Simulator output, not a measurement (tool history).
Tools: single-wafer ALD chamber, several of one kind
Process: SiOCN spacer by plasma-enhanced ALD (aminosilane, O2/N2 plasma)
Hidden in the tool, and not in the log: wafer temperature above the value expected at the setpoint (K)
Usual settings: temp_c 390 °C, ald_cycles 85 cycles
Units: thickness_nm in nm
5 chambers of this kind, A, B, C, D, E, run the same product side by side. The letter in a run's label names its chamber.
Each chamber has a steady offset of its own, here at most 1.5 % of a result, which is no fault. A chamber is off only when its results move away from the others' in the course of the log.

| run | hour | temp_c | ald_cycles | hours since the last thermocouple change | read-back reference wafer on the same gauge, thickness_nm | thickness_nm |
|---|---|---|---|---|---|---|
| 1B | 4.9 | 390 | 85 | 1059.8 | 4.2409 | 5.1681 |
| 2E | 12.5 | 390 | 85 | 93.2 | 4.2435 | 5.0842 |
| 3D | 20.7 | 390 | 85 | 392.2 | 4.2422 | 5.2041 |
| 4A | 29.0 | 390 | 85 | 1145.0 | 4.2366 | 5.1755 |
| 5C | 37.9 | 390 | 85 | 278.9 | 4.2398 | 5.1657 |
| 6E | 43.8 | 390 | 85 | 124.5 | 4.2407 | 5.0872 |
| 7D | 51.5 | 390 | 85 | 423.0 | 4.2387 | 5.2279 |
| 8B | 56.4 | 390 | 98 | 1111.3 | 4.2455 | 5.9782 |
| 9A | 63.0 | 390 | 98 | 1179.0 | 4.2443 | 5.9823 |
| 10C | 69.7 | 390 | 98 | 310.7 | 4.2389 | 5.9616 |
| 11B | 76.9 | 390 | 98 | 1131.8 | 4.2416 | 5.9450 |
| 12C | 84.3 | 390 | 98 | 325.3 | 4.2425 | 5.9414 |
| 13D | 92.9 | 390 | 85 | 464.4 | 4.2381 | 5.1802 |
| 14A | 99.6 | 390 | 85 | 1215.6 | 4.2363 | 5.1733 |
| 15E | 108.6 | 390 | 85 | 189.3 | 4.2406 | 5.1138 |
| 16D | 113.7 | 381 | 93 | 485.2 | 4.2377 | 5.6775 |
| 17E | 122.3 | 381 | 93 | 203.0 | 4.2377 | 5.6198 |
| 18A | 127.2 | 381 | 93 | 1243.2 | 4.2419 | 5.7081 |
| 19C | 131.5 | 381 | 93 | 372.5 | 4.2404 | 5.6360 |
| 20B | 139.7 | 381 | 93 | 1194.6 | 4.2367 | 5.6360 |
| 21D | 146.0 | 390 | 85 | 517.5 | 4.2402 | 5.1963 |
| 22C | 153.4 | 390 | 85 | 394.4 | 4.2398 | 5.1563 |
| 23B | 160.8 | 390 | 85 | 1215.7 | 4.2369 | 5.1290 |
| 24A | 167.1 | 376 | 99 | 1283.1 | 4.2427 | 6.0583 |
| 25E | 175.1 | 376 | 99 | 255.8 | 4.2383 | 5.9746 |
| 26D | 182.6 | 376 | 99 | 554.1 | 4.2426 | 6.0795 |
| 27A | 190.1 | 376 | 99 | 1306.1 | 4.2380 | 6.0069 |
| 28E | 198.7 | 376 | 99 | 279.4 | 4.2398 | 5.9094 |
| 29C | 204.3 | 390 | 85 | 445.3 | 4.2377 | 5.1460 |
| 30B | 209.5 | 390 | 85 | 1264.4 | 4.2390 | 5.1833 |
|  | 216.3 | chamber A: thermocouple changed; heater temperature recalibrated |
| 31A | 217.3 | 390 | 96 | 1.0 | 4.2424 | 5.8193 |
| 32E | 223.4 | 390 | 96 | 304.1 | 4.2389 | 5.7195 |
| 33D | 232.3 | 390 | 96 | 603.8 | 4.2423 | 5.8582 |
| 34B | 239.1 | 390 | 96 | 1294.0 | 4.2377 | 5.8230 |
| 35C | 245.2 | 390 | 96 | 486.2 | 4.2406 | 5.8258 |
| 36A | 253.9 | 390 | 85 | 37.6 | 4.2415 | 5.1855 |

Next, every chamber runs the same settings. What will each give?
| 37A | 260.8 | 390 | 79 |  |  | ? |
| 37B | 260.8 | 390 | 79 |  |  | ? |
| 37C | 260.8 | 390 | 79 |  |  | ? |
| 37D | 260.8 | 390 | 79 |  |  | ? |
| 37E | 260.8 | 390 | 79 |  |  | ? |

| run | thickness_nm |
|---|---|
| 37A | 4.8289 |
| 37B | 4.8016 |
| 37C | 4.8014 |
| 37D | 4.8158 |
| 37E | 4.7430 |
